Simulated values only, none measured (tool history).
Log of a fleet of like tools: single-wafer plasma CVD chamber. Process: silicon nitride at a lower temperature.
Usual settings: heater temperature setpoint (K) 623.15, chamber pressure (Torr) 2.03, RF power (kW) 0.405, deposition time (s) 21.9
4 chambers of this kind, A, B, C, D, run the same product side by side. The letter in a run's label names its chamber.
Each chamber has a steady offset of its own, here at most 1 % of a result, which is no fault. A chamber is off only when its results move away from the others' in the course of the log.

run   hour  heater temperature setpoint (K)  chamber pressure (Torr)  RF power (kW)  deposition time (s)  read-back reference wafer on the same gauge, thickness_nm  mean film thickness on the monitor wafer (angstrom)
 1B    8.8                           623.15                     2.03          0.405                 21.9                                                     39.528                                               329.89
 2C   18.3                           623.15                     2.03          0.405                 21.9                                                     39.517                                               331.74
 3A   24.1                           623.15                     2.03          0.405                 21.9                                                     39.508                                               330.88
 4D   29.1                           623.15                     2.03          0.405                 21.9                                                     39.502                                               335.03
 5D   38.5                           623.15                     2.03          0.405                 24.4                                                      39.51                                               369.55
 6B   44.1                           623.15                     2.03          0.405                 24.4                                                     39.493                                               367.12
 7A   53.1                           623.15                     2.03          0.405                 24.4                                                     39.523                                               370.86
 8C   59.6                           623.15                     2.03          0.405                 24.4                                                     39.481                                               370.78
 9D   64.8                           623.15                     2.03          0.405                 21.9                                                     39.514                                               333.08
10A   70.1                           623.15                     2.03          0.405                 21.9                                                     39.513                                               332.08
11B   77.7                           623.15                     2.03          0.405                 21.9                                                     39.502                                                330.4
12C   87.9                           636.15                     2.03          0.405                 21.9                                                      39.49                                                  331
13A   92.8                           636.15                     2.03          0.405                 21.9                                                      39.48                                               331.05
14C  101.6                           636.15                     2.03          0.405                 21.9                                                       39.5                                                  331
15B    108                           636.15                     2.03          0.405                 21.9                                                      39.49                                               328.13
16D  115.3                           623.15                     2.03          0.405                 21.9                                                     39.494                                               333.77
17A  120.1                           623.15                     2.03          0.405                 21.9                                                     39.503                                               331.16
18C    129                           623.15                     2.03           0.47                 21.9                                                     39.481                                                364.6
19B  137.5                           623.15                     2.03           0.47                 21.9                                                     39.483                                               361.53
20D  145.7                           623.15                     2.03           0.47                 21.9                                                     39.508                                               362.54
21A  155.3                           623.15                     2.03           0.47                 21.9                                                     39.502                                               362.83
22C  163.8                           623.15                     2.03          0.405                 21.9                                                     39.505                                               332.55
23B  169.6                           623.15                     2.03          0.405                 21.9                                                     39.477                                               329.74
24D  174.3                           623.15                     2.03          0.405                 21.9                                                     39.507                                               333.78
25D  181.4                           623.15                     2.03          0.405                 21.9                                                     39.494                                               331.87
26B  188.6                           623.15                     2.03          0.405                 21.9                                                     39.489                                               328.54
27A  197.9                           623.15                     2.03          0.405                 21.9                                                     39.534                                                333.1
     200.9  -- chamber D: thermocouple changed; heater temperature recalibrated
28C  203.6                           623.15                     2.03          0.405                 21.9                                                     39.538                                               332.86
29D    209                           623.15                     2.03          0.405                 21.9                                                     39.486                                               332.11
30B    219                           623.15                     2.03          0.405                 21.9                                                     39.498                                               327.76
31C  225.6                           623.15                     2.03          0.405                 21.9                                                     39.491                                               333.46
32A  234.1                           623.15                     2.03          0.405                 21.9                                                     39.521                                               333.81
33A  240.4                           623.15                     1.79           0.44                 21.9                                                     39.499                                               336.24
34B  247.4                           623.15                     1.79           0.44                 21.9                                                     39.487                                               335.96
35C    256                           623.15                     1.79           0.44                 21.9                                                     39.486                                               337.77
36D  264.1                           623.15                     1.79           0.44                 21.9                                                     39.467                                               337.23
37B  272.5                           623.15                     2.03          0.405                 21.9                                                      39.52                                               329.05
     274.4  -- chamber D: RF generator calibrated
38C  280.8                           623.15                     2.03          0.405                 21.9                                                     39.509                                               332.51
39D  287.7                           623.15                     2.03          0.405                 21.9                                                     39.488                                               331.69
40A  295.9                           623.15                     2.03          0.405                 21.9                                                     39.506                                               333.02
41B  304.7                           623.15                     2.03          0.405                 21.9                                                     39.521                                               330.43

What goes on in this fleet: one chamber off, a drifting gauge, or nothing beyond the chambers' own small offsets? Name the chamber and the cause, if any.

No chamber stands off beyond its own small offset, and the gauge holds steady.
